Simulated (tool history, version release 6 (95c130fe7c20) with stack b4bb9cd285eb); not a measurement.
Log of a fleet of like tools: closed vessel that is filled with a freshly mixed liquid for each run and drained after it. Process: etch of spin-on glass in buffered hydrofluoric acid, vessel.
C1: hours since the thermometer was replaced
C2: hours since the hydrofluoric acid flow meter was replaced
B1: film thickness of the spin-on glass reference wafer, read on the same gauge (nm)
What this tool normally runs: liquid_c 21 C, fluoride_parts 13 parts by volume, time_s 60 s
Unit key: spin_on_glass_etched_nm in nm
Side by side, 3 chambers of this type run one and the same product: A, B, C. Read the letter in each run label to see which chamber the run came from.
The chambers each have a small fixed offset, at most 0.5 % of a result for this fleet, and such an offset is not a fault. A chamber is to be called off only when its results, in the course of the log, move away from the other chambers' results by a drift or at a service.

run 1B day=0.508 | liquid_c=21 fluoride_parts=13 time_s=60 | C1=1392.7 C2=1117.7 | B1=130.01 | spin_on_glass_etched_nm=198.01
run 2C day=0.971 | liquid_c=21 fluoride_parts=13 time_s=60 | C1=1897 C2=290.4 | B1=130 | spin_on_glass_etched_nm=193.8
run 3A day=1.304 | liquid_c=21 fluoride_parts=13 time_s=60 | C1=1574.5 C2=550.5 | B1=130.03 | spin_on_glass_etched_nm=198.16
run 4C day=1.771 | liquid_c=21 fluoride_parts=13 time_s=60 | C1=1916.2 C2=309.6 | B1=130 | spin_on_glass_etched_nm=196.97
run 5B day=2.233 | liquid_c=21 fluoride_parts=13 time_s=60 | C1=1434.1 C2=1159.1 | B1=129.96 | spin_on_glass_etched_nm=196.67
run 6A day=2.529 | liquid_c=21 fluoride_parts=13 time_s=60 | C1=1603.9 C2=579.9 | B1=130 | spin_on_glass_etched_nm=195.86
run 7C day=3.054 | liquid_c=21 fluoride_parts=13 time_s=60 | C1=1947 C2=340.4 | B1=129.98 | spin_on_glass_etched_nm=198.33
run 8A day=3.554 | liquid_c=21 fluoride_parts=13 time_s=60 | C1=1628.5 C2=604.5 | B1=129.99 | spin_on_glass_etched_nm=194.07
run 9B day=4.138 | liquid_c=21 fluoride_parts=13 time_s=60 | C1=1479.8 C2=1204.8 | B1=130 | spin_on_glass_etched_nm=195.34
run 10B day=4.658 | liquid_c=21 fluoride_parts=13 time_s=60 | C1=1492.3 C2=1217.3 | B1=129.98 | spin_on_glass_etched_nm=193.04
run 11C day=4.971 | liquid_c=21 fluoride_parts=16 time_s=45 | C1=1993 C2=386.4 | B1=130.02 | spin_on_glass_etched_nm=120.05
run 12A day=5.475 | liquid_c=21 fluoride_parts=16 time_s=45 | C1=1674.6 C2=650.6 | B1=130.04 | spin_on_glass_etched_nm=113.24
run 13C day=6.017 | liquid_c=21 fluoride_parts=16 time_s=45 | C1=2018.1 C2=411.5 | B1=130.02 | spin_on_glass_etched_nm=120.88
run 14B day=6.408 | liquid_c=21 fluoride_parts=13 time_s=60 | C1=1534.3 C2=1259.3 | B1=130 | spin_on_glass_etched_nm=193.97
run 15A day=6.725 | liquid_c=21 fluoride_parts=13 time_s=60 | C1=1704.6 C2=680.6 | B1=130.02 | spin_on_glass_etched_nm=183.94
run 16A day=7.246 | liquid_c=21 fluoride_parts=13 time_s=60 | C1=1717.1 C2=693.1 | B1=130.01 | spin_on_glass_etched_nm=184.26
run 17C day=7.821 | liquid_c=21 fluoride_parts=17 time_s=45 | C1=2061.4 C2=454.8 | B1=130 | spin_on_glass_etched_nm=113.7
run 18B day=8.242 | liquid_c=21 fluoride_parts=17 time_s=45 | C1=1578.3 C2=1303.3 | B1=130 | spin_on_glass_etched_nm=112.45
run 19A day=8.65 | liquid_c=21 fluoride_parts=17 time_s=45 | C1=1750.8 C2=726.8 | B1=129.98 | spin_on_glass_etched_nm=104.34
run 20B day=9.012 | liquid_c=21 fluoride_parts=13 time_s=60 | C1=1596.8 C2=1321.8 | B1=129.98 | spin_on_glass_etched_nm=195.69
run 21C day=9.379 | liquid_c=21 fluoride_parts=13 time_s=60 | C1=2098.8 C2=492.2 | B1=130 | spin_on_glass_etched_nm=197.71

Next, all 3 chambers run the settings below, one line each with question marks for the results. What does each chamber give?
run 22A day=9.804 | liquid_c=21 fluoride_parts=13 time_s=60 | spin_on_glass_etched_nm=?
run 22B day=9.804 | liquid_c=21 fluoride_parts=13 time_s=60 | spin_on_glass_etched_nm=?
run 22C day=9.804 | liquid_c=21 fluoride_parts=13 time_s=60 | spin_on_glass_etched_nm=?

run=22A spin_on_glass_etched_nm=175
run=22B spin_on_glass_etched_nm=196.45
run=22C spin_on_glass_etched_nm=194.96
